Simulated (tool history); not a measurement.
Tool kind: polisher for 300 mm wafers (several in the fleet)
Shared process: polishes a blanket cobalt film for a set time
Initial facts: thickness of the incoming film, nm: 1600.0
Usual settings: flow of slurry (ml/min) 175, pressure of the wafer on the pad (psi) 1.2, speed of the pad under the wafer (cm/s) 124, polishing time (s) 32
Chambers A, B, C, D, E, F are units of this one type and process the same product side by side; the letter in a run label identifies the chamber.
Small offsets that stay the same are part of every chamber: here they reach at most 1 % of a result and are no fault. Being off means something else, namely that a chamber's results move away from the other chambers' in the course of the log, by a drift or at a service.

| run | day | flow of slurry (ml/min) | pressure of the wafer on the pad (psi) | speed of the pad under the wafer (cm/s) | polishing time (s) | wafers polished on this pad | hours since the slurry nozzle was cleaned | hours since the head pressure was calibrated | film removed (angstrom) |
|---|---|---|---|---|---|---|---|---|---|
|  | 0.054 | chamber F: worn pad replaced by a new one |
| 1F | 0.425 | 175 | 1.2 | 124 | 32 | 116 | 336.8 | 551.5 | 1194.6 |
| 2C | 0.758 | 175 | 1.2 | 124 | 32 | 903 | 30.9 | 823.3 | 1218.8 |
|  | 1.033 | chamber E: worn pad replaced by a new one |
| 3E | 1.071 | 175 | 1.2 | 124 | 32 | 12 | 417.5 | 328.7 | 1212.9 |
| 4D | 1.312 | 175 | 1.2 | 124 | 32 | 743 | 535.7 | 1175.8 | 1200.1 |
|  | 1.496 | chamber B: slurry nozzle cleaned |
| 5B | 1.754 | 175 | 1.2 | 124 | 32 | 583 | 6.3 | 182.3 | 1190.2 |
|  | 2.042 | chamber C: worn pad replaced by a new one |
| 6A | 2.138 | 175 | 1.2 | 124 | 32 | 1031 | 585.4 | 298.8 | 1207.1 |
|  | 2.304 | chamber D: worn pad replaced by a new one |
| 7F | 2.492 | 175 | 1.2 | 124 | 32 | 765 | 386.4 | 601.1 | 1173.6 |
|  | 2.804 | chamber F: worn pad replaced by a new one |
| 8A | 2.892 | 175 | 1.2 | 124 | 32 | 1268 | 603.5 | 316.9 | 1174.2 |
|  | 2.917 | chamber B: worn pad replaced by a new one |
|  | 3.096 | chamber A: slurry nozzle cleaned |
| 9E | 3.321 | 175 | 1.2 | 124 | 32 | 717 | 471.5 | 382.7 | 1208.1 |
|  | 3.704 | chamber E: worn pad replaced by a new one |
| 10B | 3.796 | 175 | 1.2 | 124 | 32 | 276 | 55.3 | 231.3 | 1202.6 |
|  | 4.017 | chamber F: head pressure recalibrated |
| 11C | 4.108 | 175 | 1.2 | 124 | 32 | 648 | 111.3 | 903.7 | 1210.9 |
| 12D | 4.325 | 155 | 1.1 | 124 | 32 | 635 | 608.0 | 1248.1 | 1088.3 |
| 13D | 4.654 | 155 | 1.1 | 124 | 32 | 738 | 615.9 | 1256.0 | 1071.7 |
| 14C | 4.908 | 155 | 1.1 | 124 | 32 | 899 | 130.5 | 922.9 | 1113.5 |
| 15E | 5.371 | 155 | 1.1 | 124 | 32 | 524 | 520.7 | 431.9 | 1082.4 |
|  | 5.379 | chamber F: worn pad replaced by a new one |
|  | 5.429 | chamber B: worn pad replaced by a new one |
|  | 5.462 | chamber D: worn pad replaced by a new one |
| 16F | 5.700 | 155 | 1.1 | 124 | 32 | 101 | 463.4 | 40.5 | 1080.8 |
| 17A | 6.133 | 155 | 1.1 | 124 | 32 | 2285 | 73.0 | 394.7 | 1053.8 |
| 18B | 6.408 | 175 | 1.2 | 124 | 32 | 307 | 118.0 | 294.0 | 1207.4 |
|  | 6.450 | chamber D: head pressure recalibrated |
|  | 6.575 | chamber D: slurry nozzle cleaned |
| 19D | 6.625 | 175 | 1.2 | 124 | 32 | 365 | 1.3 | 4.3 | 1200.0 |
|  | 6.679 | chamber E: worn pad replaced by a new one |
|  | 6.758 | chamber C: worn pad replaced by a new one |
| 20C | 6.846 | 175 | 1.2 | 124 | 32 | 28 | 177.0 | 969.4 | 1196.8 |
| 21E | 7.321 | 175 | 1.2 | 124 | 32 | 202 | 567.5 | 478.7 | 1208.1 |
| 22B | 7.538 | 175 | 1.2 | 124 | 32 | 662 | 145.1 | 321.1 | 1199.0 |
|  | 7.588 | chamber B: head pressure recalibrated |
| 23A | 7.975 | 175 | 1.2 | 124 | 32 | 2863 | 117.2 | 438.9 | 1145.0 |
|  | 8.117 | chamber F: worn pad replaced by a new one |
|  | 8.258 | chamber F: slurry nozzle cleaned |
|  | 8.321 | chamber B: worn pad replaced by a new one |
| 24F | 8.371 | 175 | 1.2 | 124 | 32 | 80 | 2.8 | 104.6 | 1187.5 |
|  | 8.629 | chamber D: worn pad replaced by a new one |
| 25D | 8.629 | 175 | 1.2 | 124 | 32 | 0 | 49.4 | 52.4 | 1212.8 |
| 26C | 9.088 | 175 | 1.2 | 124 | 32 | 731 | 230.8 | 1023.2 | 1207.9 |
|  | 9.271 | chamber E: worn pad replaced by a new one |
| 27B | 9.308 | 175 | 1.2 | 124 | 32 | 310 | 187.6 | 41.3 | 1179.3 |
| 28A | 9.654 | 175 | 1.2 | 124 | 32 | 3389 | 157.5 | 479.2 | 1130.9 |
| 29E | 9.962 | 175 | 1.2 | 124 | 32 | 218 | 630.9 | 542.1 | 1205.6 |
|  | 10.067 | chamber E: slurry nozzle cleaned |
| 30F | 10.308 | 175 | 1.2 | 124 | 32 | 688 | 49.3 | 151.1 | 1181.8 |
| 31F | 10.792 | 175 | 1.2 | 124 | 32 | 839 | 60.9 | 162.7 | 1189.9 |
|  | 10.946 | chamber C: worn pad replaced by a new one |
|  | 10.988 | chamber F: worn pad replaced by a new one |
| 32D | 11.204 | 175 | 1.2 | 124 | 32 | 808 | 111.2 | 114.2 | 1200.2 |
|  | 11.388 | chamber B: worn pad replaced by a new one |
| 33C | 11.662 | 175 | 1.2 | 124 | 32 | 225 | 292.6 | 1085.0 | 1217.8 |
| 34E | 11.971 | 175 | 1.2 | 124 | 32 | 848 | 45.7 | 590.3 | 1199.5 |
| 35A | 12.246 | 175 | 1.2 | 124 | 32 | 4202 | 219.7 | 541.4 | 1116.1 |
|  | 12.317 | chamber D: worn pad replaced by a new one |
| 36B | 12.458 | 175 | 1.2 | 124 | 32 | 336 | 263.2 | 116.9 | 1190.2 |
|  | 12.517 | chamber E: worn pad replaced by a new one |
| 37E | 12.838 | 195 | 1.2 | 124 | 32 | 101 | 66.5 | 611.1 | 1211.4 |
| 38F | 13.083 | 195 | 1.2 | 124 | 32 | 658 | 115.9 | 217.7 | 1225.1 |
| 39C | 13.338 | 195 | 1.2 | 124 | 32 | 751 | 332.8 | 1125.2 | 1240.5 |
| 40A | 13.562 | 195 | 1.2 | 124 | 32 | 4615 | 251.3 | 573.0 | 1120.4 |
| 41D | 13.846 | 195 | 1.2 | 124 | 32 | 479 | 174.6 | 177.6 | 1208.0 |
|  | 14.017 | chamber B: worn pad replaced by a new one |
| 42B | 14.325 | 195 | 1.2 | 124 | 32 | 97 | 308.0 | 161.7 | 1197.5 |
| 43E | 14.683 | 175 | 1.2 | 124 | 32 | 680 | 110.8 | 655.4 | 1199.3 |

Does one chamber stand apart from the rest, does the shared gauge drift, or is all well apart from small per-chamber offsets? Give the chamber and the most likely cause, where there is one.

One chamber, A, drifts off from the rest bit by bit.
Most likely cause: removal rate lost through wear of the pad, % = 8.48.
The log may not tell that from: head's pressure below its setpoint, %.

Which of the 4 candidates below, each the usual settings with something changed and its results left as question marks, puts chamber A back in line with what the other chambers give on the usual settings?
A result is in line if it is within this distance of the other chambers' mean on the usual settings: film removed (angstrom) 39.00
| 44A-1 | 15.033 | 175 | 1.2 | 118 | 31 |  |  |  | ? |
| 44A-2 | 15.033 | 175 | 1.4 | 124 | 32 |  |  |  | ? |
| 44A-3 | 15.033 | 180 | 1.3 | 124 | 32 |  |  |  | ? |
| 44A-4 | 15.033 | 175 | 1.2 | 114 | 30 |  |  |  | ? |

Average result of the remaining chambers running the usual settings: film removed (angstrom) 1201.90
| run | film removed (angstrom) |
|---|---|
| 44A-1 | 1009.20 |
| 44A-2 | 1279.30 |
| 44A-3 | 1191.80 |
| 44A-4 | 943.84 |
44A-3 puts the chamber back in line with the other chambers.
